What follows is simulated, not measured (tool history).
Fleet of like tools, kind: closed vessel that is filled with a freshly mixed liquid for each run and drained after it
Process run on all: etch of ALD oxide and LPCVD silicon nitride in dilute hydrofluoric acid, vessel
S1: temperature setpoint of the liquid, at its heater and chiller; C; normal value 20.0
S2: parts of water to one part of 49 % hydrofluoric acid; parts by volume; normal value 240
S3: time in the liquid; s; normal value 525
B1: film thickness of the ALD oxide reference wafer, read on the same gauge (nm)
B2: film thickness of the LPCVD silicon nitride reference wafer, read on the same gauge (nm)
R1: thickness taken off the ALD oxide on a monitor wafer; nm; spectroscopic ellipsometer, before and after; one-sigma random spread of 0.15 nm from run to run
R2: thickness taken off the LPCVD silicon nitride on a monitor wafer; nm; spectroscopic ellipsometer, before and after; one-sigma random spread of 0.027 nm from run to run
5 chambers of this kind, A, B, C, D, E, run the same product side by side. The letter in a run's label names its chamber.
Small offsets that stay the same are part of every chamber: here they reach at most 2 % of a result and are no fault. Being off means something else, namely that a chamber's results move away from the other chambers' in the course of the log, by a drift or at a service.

Run 1A, hour 3.9: usual settings; B1 139.99; B2 30.036. Result: R1 18.399 nm, R2 0.74180 nm.
Run 2D, hour 6.5: usual settings; B1 140.01; B2 29.972. Result: R1 18.378 nm, R2 0.65508 nm.
Run 3E, hour 9.8: usual settings; B1 140.00; B2 30.006. Result: R1 18.277 nm, R2 0.68360 nm.
Run 4B, hour 14.3: usual settings; B1 140.00; B2 29.931. Result: R1 18.824 nm, R2 0.70360 nm.
Run 5C, hour 18.0: usual settings; B1 140.00; B2 29.958. Result: R1 18.202 nm, R2 0.70526 nm.
Run 6B, hour 20.5: usual settings; B1 139.99; B2 30.007. Result: R1 18.515 nm, R2 0.64004 nm.
Run 7D, hour 24.6: usual settings; B1 139.99; B2 30.010. Result: R1 18.476 nm, R2 0.66388 nm.
Run 8E, hour 29.2: usual settings; B1 140.00; B2 29.992. Result: R1 18.253 nm, R2 0.69750 nm.
Run 9A, hour 33.6: usual settings; B1 140.01; B2 30.002. Result: R1 18.246 nm, R2 0.70714 nm.
Run 10C, hour 36.1: usual settings; B1 140.02; B2 29.982. Result: R1 18.446 nm, R2 0.62130 nm.
Run 11D, hour 38.7: usual settings but S1 17.0 C, S3 650 s; B1 140.00; B2 29.971. Result: R1 20.293 nm, R2 0.71471 nm.
Run 12B, hour 42.0: usual settings but S1 17.0 C, S3 650 s; B1 140.01; B2 29.998. Result: R1 20.402 nm, R2 0.70071 nm.
Run 13A, hour 44.3: usual settings but S1 17.0 C, S3 650 s; B1 139.99; B2 29.989. Result: R1 20.157 nm, R2 0.67764 nm.
Run 14C, hour 49.5: usual settings but S1 17.0 C, S3 650 s; B1 140.00; B2 29.998. Result: R1 20.239 nm, R2 0.71650 nm.
Run 15E, hour 52.2: usual settings but S1 17.0 C, S3 650 s; B1 139.99; B2 30.005. Result: R1 20.335 nm, R2 0.70298 nm.
Run 16A, hour 56.1: usual settings; B1 140.00; B2 29.999. Result: R1 18.444 nm, R2 0.68168 nm.
Run 17D, hour 59.4: usual settings; B1 139.98; B2 30.032. Result: R1 18.348 nm, R2 0.71952 nm.
Run 18B, hour 62.5: usual settings but S1 21.5 C, S3 650 s; B1 140.00; B2 30.034. Result: R1 24.321 nm, R2 0.89534 nm.
Run 19C, hour 66.9: usual settings but S1 21.5 C, S3 650 s; B1 140.00; B2 30.026. Result: R1 23.924 nm, R2 0.93800 nm.
Run 20E, hour 70.9: usual settings but S1 21.5 C, S3 650 s; B1 139.99; B2 30.050. Result: R1 24.019 nm, R2 0.90987 nm.
Run 21A, hour 74.4: usual settings but S1 21.5 C, S3 650 s; B1 140.01; B2 30.015. Result: R1 24.233 nm, R2 0.94562 nm.
Run 22C, hour 79.0: usual settings but S1 21.5 C, S3 650 s; B1 140.00; B2 30.042. Result: R1 24.035 nm, R2 0.90265 nm.
Run 23E, hour 83.9: usual settings; B1 140.01; B2 30.010. Result: R1 18.107 nm, R2 0.70401 nm.
Run 24B, hour 87.2: usual settings; B1 140.00; B2 29.978. Result: R1 18.815 nm, R2 0.67575 nm.
Run 25D, hour 90.8: usual settings; B1 139.99; B2 29.981. Result: R1 18.314 nm, R2 0.70817 nm.
Run 26B, hour 94.9: usual settings; B1 140.02; B2 30.006. Result: R1 18.581 nm, R2 0.69421 nm.
Run 27C, hour 99.1: usual settings; B1 140.02; B2 29.966. Result: R1 18.246 nm, R2 0.65461 nm.
Run 28D, hour 102.4: usual settings; B1 139.99; B2 30.044. Result: R1 18.363 nm, R2 0.67267 nm.
Run 29A, hour 104.8: usual settings; B1 140.00; B2 29.970. Result: R1 18.502 nm, R2 0.71099 nm.
Run 30E, hour 109.5: usual settings; B1 140.00; B2 29.970. Result: R1 18.305 nm, R2 0.71522 nm.
Run 31C, hour 111.9: usual settings; B1 140.02; B2 30.028. Result: R1 18.440 nm, R2 0.64413 nm.
Run 32B, hour 115.2: usual settings; B1 140.00; B2 30.018. Result: R1 18.690 nm, R2 0.66515 nm.
Run 33D, hour 118.9: usual settings; B1 140.00; B2 30.050. Result: R1 18.350 nm, R2 0.71089 nm.
Run 34A, hour 122.1: usual settings; B1 140.01; B2 30.015. Result: R1 18.348 nm, R2 0.66761 nm.
Run 35E, hour 124.6: usual settings; B1 139.99; B2 29.998. Result: R1 18.162 nm, R2 0.69277 nm.

Which is it: a chamber that has drifted or been left off by a service, a gauge drift common to all chambers, or only each chamber's usual small offset? If a chamber is off, name it and its likeliest cause.

The fleet is healthy, with each chamber sitting at its usual small offset and no drift in the gauge.

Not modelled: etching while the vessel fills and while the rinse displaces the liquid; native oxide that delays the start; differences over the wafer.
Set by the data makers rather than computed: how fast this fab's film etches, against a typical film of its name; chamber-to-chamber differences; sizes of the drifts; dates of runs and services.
